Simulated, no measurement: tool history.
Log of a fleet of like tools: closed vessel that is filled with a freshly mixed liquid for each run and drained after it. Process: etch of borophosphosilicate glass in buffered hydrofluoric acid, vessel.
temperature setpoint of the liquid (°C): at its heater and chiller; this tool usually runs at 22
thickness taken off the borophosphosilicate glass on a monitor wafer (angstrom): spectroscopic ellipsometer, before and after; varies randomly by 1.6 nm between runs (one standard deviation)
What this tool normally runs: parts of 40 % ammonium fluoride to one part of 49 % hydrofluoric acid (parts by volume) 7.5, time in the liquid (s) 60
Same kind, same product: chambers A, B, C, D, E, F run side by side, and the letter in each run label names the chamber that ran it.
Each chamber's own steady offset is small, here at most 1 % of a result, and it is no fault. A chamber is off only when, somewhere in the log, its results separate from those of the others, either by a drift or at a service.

run,hour,temperature setpoint of the liquid (°C),parts of 40 % ammonium fluoride to one part of 49 % hydrofluoric acid (parts by volume),time in the liquid (s),"read-back film thickness of the borophosphosilicate glass reference wafer, read on the same gauge (nm)",thickness taken off the borophosphosilicate glass on a monitor wafer (angstrom)
1B,2,22,7.5,60,49.998,2351.6
2C,4.1,22,7.5,60,50.027,2339.5
3E,7.9,22,7.5,60,49.987,2390
4F,12,22,7.5,60,50.015,2338.3
5D,14.8,22,7.5,60,49.999,2360
6A,19.1,22,7.5,60,50.015,2362.2
7F,21.5,26,7.5,60,50.023,2925
8A,23.8,26,7.5,60,49.997,2915.6
9E,26.7,26,7.5,60,50.002,2981.9
10B,30.7,26,7.5,60,49.983,2911.2
11D,33.6,26,7.5,60,49.971,2934.8
12C,35.4,26,7.5,60,50.029,2943.2
13D,37.5,22,7.5,75,49.995,2932.9
14C,39.7,22,7.5,75,49.997,2911.1
15E,43.9,22,7.5,75,49.991,2953.3
16B,47.4,22,7.5,75,50.021,2896.1
17F,50.3,22,7.5,75,50.013,2936.9
18A,54,22,7.5,75,49.978,2943.3
19C,57,22,7.5,60,49.996,2367.5
20A,59.8,25.5,6,60,49.988,3588.2
21B,64.1,25.5,6,60,50.006,3402.2
22E,67,25.5,6,60,49.996,3552.9
23F,70.8,25.5,6,60,49.973,3513.5
24D,74.8,25.5,6,60,49.985,3516.4
25E,77.7,25.5,6,60,50.005,3519.6
26F,80.4,22,7.5,60,49.972,2379
27C,83,22,7.5,60,50.017,2361.8
28B,86.8,22,7.5,60,49.986,2202
29A,91.1,22,7.5,60,50.024,2383.8
30D,94.7,22,7.5,60,49.996,2353.6
31C,97.3,22,7.5,60,49.992,2368.6
32A,100,22,7.5,60,49.992,2367.7
33E,103.4,22,7.5,60,50.008,2379.9
34F,105.6,22,7.5,60,49.988,2370.1
35D,108.5,22,7.5,60,49.988,2379.2
36B,112,22,7.5,60,49.986,2154.6

Which is it: a chamber that has drifted or been left off by a service, a gauge drift common to all chambers, or only each chamber's usual small offset? If a chamber is off, name it and its likeliest cause.

Chamber B drifts away from the others.
Cause: liquid colder than its thermometer reads (K) = 1.66.
Not necessarily distinguishable in this log from: hydrofluoric acid flow below the setpoint (%).

Which of the 4 candidates below, each the usual settings with something changed and its results left as question marks, puts chamber B back in line with what the other chambers give on the usual settings?
To be in line, a result may differ from the other chambers' mean on the usual settings by at most: thickness taken off the borophosphosilicate glass on a monitor wafer (angstrom) 55
37B-1,115.1,22,7.5,50,,?
37B-2,115.1,21.5,8,60,,?
37B-3,115.1,22.5,7,60,,?
37B-4,115.1,22.5,7,65,,?

The other chambers' mean on the usual settings: thickness taken off the borophosphosilicate glass on a monitor wafer (angstrom) 2365.1
run,thickness taken off the borophosphosilicate glass on a monitor wafer (angstrom)
37B-1,1797.2
37B-2,1956.2
37B-3,2386.7
37B-4,2585.6
It is 37B-3 that realigns the chamber with its peers.

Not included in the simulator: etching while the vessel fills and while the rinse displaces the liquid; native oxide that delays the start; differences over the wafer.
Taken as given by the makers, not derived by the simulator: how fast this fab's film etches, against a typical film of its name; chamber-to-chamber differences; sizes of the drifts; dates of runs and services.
